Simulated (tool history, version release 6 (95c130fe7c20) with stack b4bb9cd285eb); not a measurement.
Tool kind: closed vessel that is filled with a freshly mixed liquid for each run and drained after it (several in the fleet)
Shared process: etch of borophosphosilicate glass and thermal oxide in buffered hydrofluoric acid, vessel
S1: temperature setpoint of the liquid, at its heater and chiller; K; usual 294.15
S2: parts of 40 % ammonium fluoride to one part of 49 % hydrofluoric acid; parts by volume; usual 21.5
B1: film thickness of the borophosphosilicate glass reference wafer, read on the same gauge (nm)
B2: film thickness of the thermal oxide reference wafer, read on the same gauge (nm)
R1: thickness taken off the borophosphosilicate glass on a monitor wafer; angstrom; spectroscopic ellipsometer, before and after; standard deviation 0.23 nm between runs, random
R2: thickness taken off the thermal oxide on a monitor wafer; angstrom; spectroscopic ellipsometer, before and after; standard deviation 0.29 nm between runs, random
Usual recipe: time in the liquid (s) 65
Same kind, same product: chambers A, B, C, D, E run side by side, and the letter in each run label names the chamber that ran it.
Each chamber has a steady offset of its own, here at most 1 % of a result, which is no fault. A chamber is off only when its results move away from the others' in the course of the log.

Run 1C, hour 14.3: usual settings; B1 110.00; B2 79.998. Result: R1 369.21 angstrom, R2 306.29 angstrom.
Run 2E, hour 26.9: usual settings; B1 110.02; B2 79.998. Result: R1 364.24 angstrom, R2 303.93 angstrom.
Run 3D, hour 39.8: usual settings; B1 110.00; B2 80.008. Result: R1 367.46 angstrom, R2 302.96 angstrom.
Run 4B, hour 46.1: usual settings; B1 110.00; B2 80.002. Result: R1 358.19 angstrom, R2 303.77 angstrom.
Run 5A, hour 56.3: usual settings; B1 109.98; B2 80.005. Result: R1 361.17 angstrom, R2 303.33 angstrom.
Run 6C, hour 63.5: usual settings; B1 110.03; B2 79.981. Result: R1 367.86 angstrom, R2 303.38 angstrom.
Run 7E, hour 69.9: usual settings; B1 110.06; B2 79.990. Result: R1 363.21 angstrom, R2 303.03 angstrom.
Run 8B, hour 81.9: usual settings; B1 109.98; B2 80.011. Result: R1 363.27 angstrom, R2 306.10 angstrom.
Run 9A, hour 94.2: usual settings; B1 109.99; B2 79.999. Result: R1 361.69 angstrom, R2 306.64 angstrom.
Run 10D, hour 106.3: usual settings; B1 109.93; B2 80.001. Result: R1 360.83 angstrom, R2 304.59 angstrom.
Run 11B, hour 119.9: usual settings; B1 109.99; B2 79.991. Result: R1 366.27 angstrom, R2 300.33 angstrom.
Run 12C, hour 127.1: usual settings; B1 109.93; B2 79.985. Result: R1 366.27 angstrom, R2 305.07 angstrom.
Run 13E, hour 140.4: usual settings; B1 110.02; B2 79.999. Result: R1 364.60 angstrom, R2 305.37 angstrom.
Run 14A, hour 154.5: usual settings but time in the liquid (s) 30; B1 109.97; B2 80.005. Result: R1 166.13 angstrom, R2 143.70 angstrom.
Run 15D, hour 168.2: usual settings but time in the liquid (s) 30; B1 110.02; B2 80.000. Result: R1 169.64 angstrom, R2 140.43 angstrom.
Run 16B, hour 177.5: usual settings but time in the liquid (s) 30; B1 110.03; B2 79.995. Result: R1 168.06 angstrom, R2 138.13 angstrom.
Run 17C, hour 183.9: usual settings but time in the liquid (s) 30; B1 110.01; B2 79.990. Result: R1 170.62 angstrom, R2 142.30 angstrom.
Run 18A, hour 194.7: usual settings but time in the liquid (s) 30; B1 110.05; B2 79.993. Result: R1 166.05 angstrom, R2 140.04 angstrom.
Run 19D, hour 208.5: usual settings; B1 110.03; B2 80.006. Result: R1 361.91 angstrom, R2 306.77 angstrom.
Run 20E, hour 217.4: usual settings; B1 110.00; B2 80.012. Result: R1 366.23 angstrom, R2 303.96 angstrom.
Run 21D, hour 227.4: usual settings; B1 109.97; B2 80.004. Result: R1 363.80 angstrom, R2 304.86 angstrom.
Run 22A, hour 235.9: usual settings but S2 27.5 parts by volume; B1 109.99; B2 79.992. Result: R1 306.95 angstrom, R2 257.18 angstrom.
Run 23E, hour 246.6: usual settings but S2 27.5 parts by volume; B1 109.98; B2 80.009. Result: R1 305.16 angstrom, R2 255.05 angstrom.
Run 24B, hour 257.1: usual settings but S2 27.5 parts by volume; B1 109.98; B2 80.008. Result: R1 311.58 angstrom, R2 251.36 angstrom.
Run 25C, hour 266.3: usual settings but S2 27.5 parts by volume; B1 109.96; B2 80.005. Result: R1 314.02 angstrom, R2 261.75 angstrom.
Run 26E, hour 273.1: usual settings but S2 27.5 parts by volume; B1 109.99; B2 79.999. Result: R1 309.16 angstrom, R2 256.89 angstrom.
Run 27C, hour 280.1: usual settings; B1 110.00; B2 80.006. Result: R1 368.40 angstrom, R2 305.95 angstrom.
Run 28B, hour 291.5: usual settings; B1 110.00; B2 80.007. Result: R1 363.89 angstrom, R2 305.49 angstrom.
Run 29A, hour 303.1: usual settings; B1 110.02; B2 79.998. Result: R1 357.60 angstrom, R2 300.20 angstrom.
Run 30D, hour 316.9: usual settings; B1 109.96; B2 80.023. Result: R1 361.47 angstrom, R2 303.90 angstrom.
Run 31C, hour 330.6: usual settings but time in the liquid (s) 90; B1 110.02; B2 80.001. Result: R1 510.00 angstrom, R2 421.10 angstrom.
Run 32B, hour 344.3: usual settings but time in the liquid (s) 90; B1 110.03; B2 79.992. Result: R1 499.85 angstrom, R2 416.12 angstrom.
Run 33A, hour 358.8: usual settings but time in the liquid (s) 90; B1 109.98; B2 79.999. Result: R1 505.16 angstrom, R2 421.35 angstrom.
Run 34E, hour 369.3: usual settings but time in the liquid (s) 90; B1 110.04; B2 79.995. Result: R1 499.15 angstrom, R2 418.47 angstrom.
At hour 380.1: chamber C: hydrofluoric acid flow meter replaced.
Run 35D, hour 382.0: usual settings but time in the liquid (s) 90; B1 109.99; B2 79.998. Result: R1 507.19 angstrom, R2 423.96 angstrom.
Run 36C, hour 390.2: usual settings; B1 110.02; B2 79.992. Result: R1 366.34 angstrom, R2 303.11 angstrom.
Run 37B, hour 402.2: usual settings; B1 110.04; B2 79.996. Result: R1 364.09 angstrom, R2 303.72 angstrom.
Run 38A, hour 416.9: usual settings; B1 110.00; B2 79.975. Result: R1 362.08 angstrom, R2 307.69 angstrom.
Run 39D, hour 423.3: usual settings; B1 110.00; B2 80.014. Result: R1 366.50 angstrom, R2 301.85 angstrom.
Run 40E, hour 433.2: usual settings; B1 109.99; B2 80.007. Result: R1 358.27 angstrom, R2 309.91 angstrom.
Run 41C, hour 441.4: usual settings; B1 110.03; B2 80.004. Result: R1 367.41 angstrom, R2 304.85 angstrom.
Run 42A, hour 453.9: usual settings; B1 109.95; B2 80.013. Result: R1 363.63 angstrom, R2 302.05 angstrom.
At hour 461.5: chamber E: thermometer replaced.
Run 43E, hour 467.2: usual settings; B1 110.02; B2 80.002. Result: R1 361.09 angstrom, R2 304.99 angstrom.
Run 44B, hour 479.3: usual settings; B1 109.98; B2 80.003. Result: R1 364.92 angstrom, R2 299.17 angstrom.

Next, all 5 chambers run the settings below, one line each with question marks for the results. What does each chamber give?
Run 45A, hour 489.8: usual settings. Result: R1 ?, R2 ?.
Run 45B, hour 489.8: usual settings. Result: R1 ?, R2 ?.
Run 45C, hour 489.8: usual settings. Result: R1 ?, R2 ?.
Run 45D, hour 489.8: usual settings. Result: R1 ?, R2 ?.
Run 45E, hour 489.8: usual settings. Result: R1 ?, R2 ?.

run      R1      R2
45A  362.21  303.16
45B  363.15  299.63
45C  366.83  303.46
45D  362.88  305.68
45E  362.35  300.93
